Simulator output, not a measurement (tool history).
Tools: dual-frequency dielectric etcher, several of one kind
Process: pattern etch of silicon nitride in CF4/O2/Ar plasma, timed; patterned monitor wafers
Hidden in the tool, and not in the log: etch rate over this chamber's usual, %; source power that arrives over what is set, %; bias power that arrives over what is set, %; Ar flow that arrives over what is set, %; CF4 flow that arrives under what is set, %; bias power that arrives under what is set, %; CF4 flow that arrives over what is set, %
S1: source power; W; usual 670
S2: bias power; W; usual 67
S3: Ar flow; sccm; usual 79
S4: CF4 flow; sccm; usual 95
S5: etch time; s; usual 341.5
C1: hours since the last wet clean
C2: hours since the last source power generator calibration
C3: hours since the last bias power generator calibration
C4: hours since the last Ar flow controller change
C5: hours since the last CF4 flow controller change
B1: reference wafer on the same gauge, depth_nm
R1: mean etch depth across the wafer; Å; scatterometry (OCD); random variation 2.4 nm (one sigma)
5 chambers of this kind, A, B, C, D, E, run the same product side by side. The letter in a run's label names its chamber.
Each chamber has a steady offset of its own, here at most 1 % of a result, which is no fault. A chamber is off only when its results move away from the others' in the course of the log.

| run | hour | S1 | S2 | S3 | S4 | S5 | C1 | C2 | C3 | C4 | C5 | B1 | R1 |
|---|---|---|---|---|---|---|---|---|---|---|---|---|---|
| 1D | 10.4 | 670 | 67 | 79 | 95 | 341.5 | 140.3 | 2059.0 | 1540.0 | 2030.4 | 3488.2 | 841.00 | 9588.9 |
|  | 16.1 | chamber D: source power generator calibrated |
| 2A | 25.3 | 670 | 67 | 79 | 95 | 341.5 | 28.3 | 622.9 | 1014.3 | 2828.7 | 169.1 | 840.68 | 9647.8 |
| 3C | 33.5 | 670 | 67 | 79 | 95 | 341.5 | 92.6 | 1525.7 | 3306.9 | 3973.6 | 129.7 | 841.40 | 9590.5 |
| 4E | 46.6 | 670 | 67 | 79 | 95 | 341.5 | 443.4 | 1427.3 | 3208.2 | 2304.5 | 4161.0 | 840.65 | 9502.5 |
|  | 59.5 | chamber E: bias power generator calibrated |
| 5B | 62.9 | 670 | 67 | 79 | 95 | 341.5 | 322.2 | 475.6 | 292.8 | 1379.2 | 1584.5 | 840.76 | 9516.4 |
|  | 77.0 | chamber A: Ar flow controller replaced |
| 6C | 78.0 | 670 | 67 | 72 | 95 | 341.5 | 137.1 | 1570.2 | 3351.4 | 4018.1 | 174.2 | 840.98 | 9697.7 |
| 7E | 87.0 | 670 | 67 | 72 | 95 | 341.5 | 483.8 | 1467.7 | 27.5 | 2344.9 | 4201.4 | 841.16 | 9588.1 |
|  | 93.3 | chamber C: bias power generator calibrated |
| 8D | 94.1 | 670 | 67 | 72 | 95 | 341.5 | 224.0 | 78.1 | 1623.7 | 2114.1 | 3571.9 | 840.86 | 9650.5 |
| 9B | 106.0 | 670 | 67 | 72 | 95 | 341.5 | 365.3 | 518.7 | 335.9 | 1422.3 | 1627.6 | 841.14 | 9686.7 |
| 10A | 118.7 | 670 | 67 | 72 | 95 | 341.5 | 121.7 | 716.3 | 1107.7 | 41.8 | 262.5 | 840.92 | 9750.6 |
| 11E | 131.9 | 670 | 67 | 79 | 95 | 341.5 | 528.7 | 1512.6 | 72.4 | 2389.8 | 4246.3 | 841.02 | 9558.9 |
| 12A | 147.1 | 670 | 67 | 79 | 95 | 341.5 | 150.1 | 744.7 | 1136.1 | 70.2 | 290.9 | 841.55 | 9650.2 |
| 13C | 161.9 | 670 | 67 | 79 | 95 | 341.5 | 221.0 | 1654.1 | 68.6 | 4102.0 | 258.1 | 840.80 | 9580.8 |
| 14B | 173.6 | 670 | 67 | 79 | 95 | 341.5 | 432.9 | 586.3 | 403.5 | 1489.9 | 1695.2 | 841.11 | 9632.0 |
|  | 182.6 | chamber D: wet clean of the chamber |
| 15D | 185.0 | 670 | 67 | 79 | 95 | 341.5 | 2.4 | 169.0 | 1714.6 | 2205.0 | 3662.8 | 840.85 | 9575.9 |
| 16A | 200.6 | 670 | 81 | 79 | 95 | 384.5 | 203.6 | 798.2 | 1189.6 | 123.7 | 344.4 | 841.08 | 11664.0 |
| 17E | 213.0 | 670 | 81 | 79 | 95 | 384.5 | 609.8 | 1593.7 | 153.5 | 2470.9 | 4327.4 | 841.36 | 11554.0 |
| 18C | 220.3 | 670 | 81 | 79 | 95 | 384.5 | 279.4 | 1712.5 | 127.0 | 4160.4 | 316.5 | 841.31 | 11618.0 |
| 19B | 227.7 | 670 | 81 | 79 | 95 | 384.5 | 487.0 | 640.4 | 457.6 | 1544.0 | 1749.3 | 840.36 | 11762.0 |
|  | 239.0 | chamber E: wet clean of the chamber |
| 20D | 240.7 | 670 | 81 | 79 | 95 | 384.5 | 58.1 | 224.7 | 1770.3 | 2260.7 | 3718.5 | 840.89 | 11588.0 |
| 21C | 249.5 | 670 | 67 | 79 | 95 | 341.5 | 308.6 | 1741.7 | 156.2 | 4189.6 | 345.7 | 840.87 | 9625.6 |
| 22A | 261.8 | 670 | 67 | 79 | 95 | 341.5 | 264.8 | 859.4 | 1250.8 | 184.9 | 405.6 | 840.94 | 9599.2 |
| 23B | 274.6 | 670 | 67 | 79 | 95 | 341.5 | 533.9 | 687.3 | 504.5 | 1590.9 | 1796.2 | 840.53 | 9711.5 |
|  | 282.9 | chamber B: wet clean of the chamber |
| 24D | 283.0 | 670 | 59 | 79 | 107 | 341.5 | 100.4 | 267.0 | 1812.6 | 2303.0 | 3760.8 | 841.43 | 9253.9 |
| 25E | 296.6 | 670 | 59 | 79 | 107 | 341.5 | 57.6 | 1677.3 | 237.1 | 2554.5 | 4411.0 | 840.77 | 9207.9 |
| 26C | 312.3 | 670 | 59 | 79 | 107 | 341.5 | 371.4 | 1804.5 | 219.0 | 4252.4 | 408.5 | 841.09 | 9239.9 |
| 27A | 325.8 | 670 | 59 | 79 | 107 | 341.5 | 328.8 | 923.4 | 1314.8 | 248.9 | 469.6 | 840.81 | 9278.5 |
| 28D | 339.9 | 670 | 59 | 79 | 107 | 341.5 | 157.3 | 323.9 | 1869.5 | 2359.9 | 3817.7 | 841.04 | 9232.8 |
| 29E | 348.8 | 670 | 67 | 79 | 95 | 341.5 | 109.8 | 1729.5 | 289.3 | 2606.7 | 4463.2 | 841.06 | 9524.5 |
| 30B | 359.6 | 670 | 67 | 79 | 95 | 341.5 | 76.8 | 772.3 | 589.5 | 1675.9 | 1881.2 | 840.93 | 9822.5 |
| 31B | 372.2 | 670 | 67 | 79 | 95 | 341.5 | 89.4 | 784.9 | 602.1 | 1688.5 | 1893.8 | 840.95 | 9796.3 |
| 32A | 384.1 | 670 | 67 | 79 | 95 | 341.5 | 387.1 | 981.7 | 1373.1 | 307.2 | 527.9 | 840.95 | 9600.2 |

All 5 chambers run these settings next. Forecast each chamber's results:
| 33A | 395.9 | 670 | 67 | 79 | 95 | 341.5 |  |  |  |  |  |  | ? |
| 33B | 395.9 | 670 | 67 | 79 | 95 | 341.5 |  |  |  |  |  |  | ? |
| 33C | 395.9 | 670 | 67 | 79 | 95 | 341.5 |  |  |  |  |  |  | ? |
| 33D | 395.9 | 670 | 67 | 79 | 95 | 341.5 |  |  |  |  |  |  | ? |
| 33E | 395.9 | 670 | 67 | 79 | 95 | 341.5 |  |  |  |  |  |  | ? |

| run | R1 |
|---|---|
| 33A | 9656.4 |
| 33B | 9848.6 |
| 33C | 9572.0 |
| 33D | 9609.7 |
| 33E | 9509.9 |
